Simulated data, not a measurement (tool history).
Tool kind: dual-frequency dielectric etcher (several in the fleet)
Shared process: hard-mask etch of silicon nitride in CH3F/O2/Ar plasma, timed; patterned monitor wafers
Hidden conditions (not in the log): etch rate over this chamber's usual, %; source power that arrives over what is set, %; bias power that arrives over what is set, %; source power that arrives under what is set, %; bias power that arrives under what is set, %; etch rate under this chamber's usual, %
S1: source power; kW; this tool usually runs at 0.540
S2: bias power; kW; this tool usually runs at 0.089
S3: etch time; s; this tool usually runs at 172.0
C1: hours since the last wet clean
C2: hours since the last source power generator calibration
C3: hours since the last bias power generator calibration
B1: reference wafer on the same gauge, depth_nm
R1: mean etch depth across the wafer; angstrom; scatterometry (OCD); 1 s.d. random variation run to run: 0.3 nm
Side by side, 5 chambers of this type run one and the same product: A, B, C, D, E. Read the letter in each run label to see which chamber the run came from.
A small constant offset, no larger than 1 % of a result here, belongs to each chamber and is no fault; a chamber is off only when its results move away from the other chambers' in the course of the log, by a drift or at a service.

run	hour	S1	S2	S3	C1	C2	C3	B1	R1
1A	13.7	0.540	0.089	172.0	344.6	943.4	476.4	155.97	1446.8
2B	22.1	0.540	0.089	172.0	472.9	505.6	2805.3	155.98	1449.2
# hour 22.5: chamber A: wet clean of the chamber
3D	34.8	0.540	0.089	172.0	370.4	2389.1	332.3	156.03	1451.7
4C	46.4	0.540	0.089	172.0	451.8	2221.1	1058.2	156.02	1439.6
# hour 51.4: chamber C: wet clean of the chamber
5E	54.8	0.430	0.082	172.0	401.6	1118.3	601.8	155.95	1284.9
6E	63.4	0.430	0.082	172.0	410.2	1126.9	610.4	156.00	1288.6
7A	71.4	0.430	0.082	172.0	48.9	1001.1	534.1	155.94	1288.3
8B	84.4	0.430	0.082	172.0	535.2	567.9	2867.6	155.96	1286.5
9C	91.1	0.430	0.082	172.0	39.7	2265.8	1102.9	155.95	1278.9
10D	98.1	0.540	0.089	172.0	433.7	2452.4	395.6	156.01	1447.3
11E	109.1	0.540	0.089	172.0	455.9	1172.6	656.1	156.01	1442.3
# hour 109.2: chamber D: wet clean of the chamber
12D	117.5	0.540	0.089	172.0	8.3	2471.8	415.0	155.97	1448.4
13C	123.8	0.540	0.089	172.0	72.4	2298.5	1135.6	155.92	1438.3
14B	130.3	0.540	0.089	172.0	581.1	613.8	2913.5	156.05	1442.4
# hour 133.0: chamber B: wet clean of the chamber
15A	138.1	0.540	0.089	172.0	115.6	1067.8	600.8	156.01	1448.2
16C	147.8	0.590	0.077	172.0	96.4	2322.5	1159.6	156.00	1418.7
# hour 154.1: chamber E: wet clean of the chamber
17B	156.0	0.590	0.077	172.0	23.1	639.5	2939.2	155.98	1418.3
18E	165.5	0.590	0.077	172.0	11.4	1229.0	712.5	156.04	1421.8
19A	175.7	0.590	0.077	172.0	153.2	1105.4	638.4	155.93	1420.8
20D	187.7	0.590	0.077	172.0	78.5	2542.0	485.2	156.08	1431.0
21D	194.6	0.540	0.089	172.0	85.4	2548.9	492.1	155.94	1445.3
22E	207.4	0.540	0.089	172.0	53.3	1270.9	754.4	155.95	1444.8
23B	219.0	0.540	0.089	202.5	86.1	702.5	3002.2	155.99	1691.9
24A	227.1	0.540	0.089	202.5	204.6	1156.8	689.8	156.02	1705.0
25C	238.2	0.540	0.089	202.5	186.8	2412.9	1250.0	155.92	1690.5
26E	248.9	0.540	0.089	202.5	94.8	1312.4	795.9	155.99	1701.4
27C	256.9	0.540	0.089	202.5	205.5	2431.6	1268.7	156.05	1688.6
28A	266.9	0.540	0.089	172.0	244.4	1196.6	729.6	155.98	1443.0
29D	279.8	0.540	0.089	172.0	170.6	2634.1	577.3	155.98	1454.3
30B	293.9	0.540	0.089	172.0	161.0	777.4	3077.1	155.98	1431.2
31D	303.8	0.450	0.089	136.5	194.6	2658.1	601.3	155.93	1076.3
32C	312.9	0.450	0.089	136.5	261.5	2487.6	1324.7	156.04	1066.5
33E	321.3	0.450	0.089	136.5	167.2	1384.8	868.3	155.97	1069.5
34A	333.7	0.450	0.089	136.5	311.2	1263.4	796.4	156.03	1070.7
35B	345.8	0.450	0.089	136.5	212.9	829.3	3129.0	155.89	1059.1
36E	356.9	0.540	0.089	172.0	202.8	1420.4	903.9	155.96	1444.1
37B	363.3	0.540	0.089	172.0	230.4	846.8	3146.5	155.93	1429.2
# hour 377.2: chamber A: wet clean of the chamber
38A	377.5	0.540	0.089	172.0	0.4	1307.2	840.2	156.03	1442.7
39C	389.0	0.540	0.089	172.0	337.6	2563.7	1400.8	156.03	1438.7
40D	395.7	0.540	0.089	172.0	286.5	2750.0	693.2	156.07	1455.3

For the next run the whole fleet of 5 chambers uses the same settings. Give each chamber's results:
41A	405.9	0.540	0.089	172.0					?
41B	405.9	0.540	0.089	172.0					?
41C	405.9	0.540	0.089	172.0					?
41D	405.9	0.540	0.089	172.0					?
41E	405.9	0.540	0.089	172.0					?

run	R1
41A	1445.1
41B	1427.1
41C	1437.3
41D	1449.4
41E	1444.5
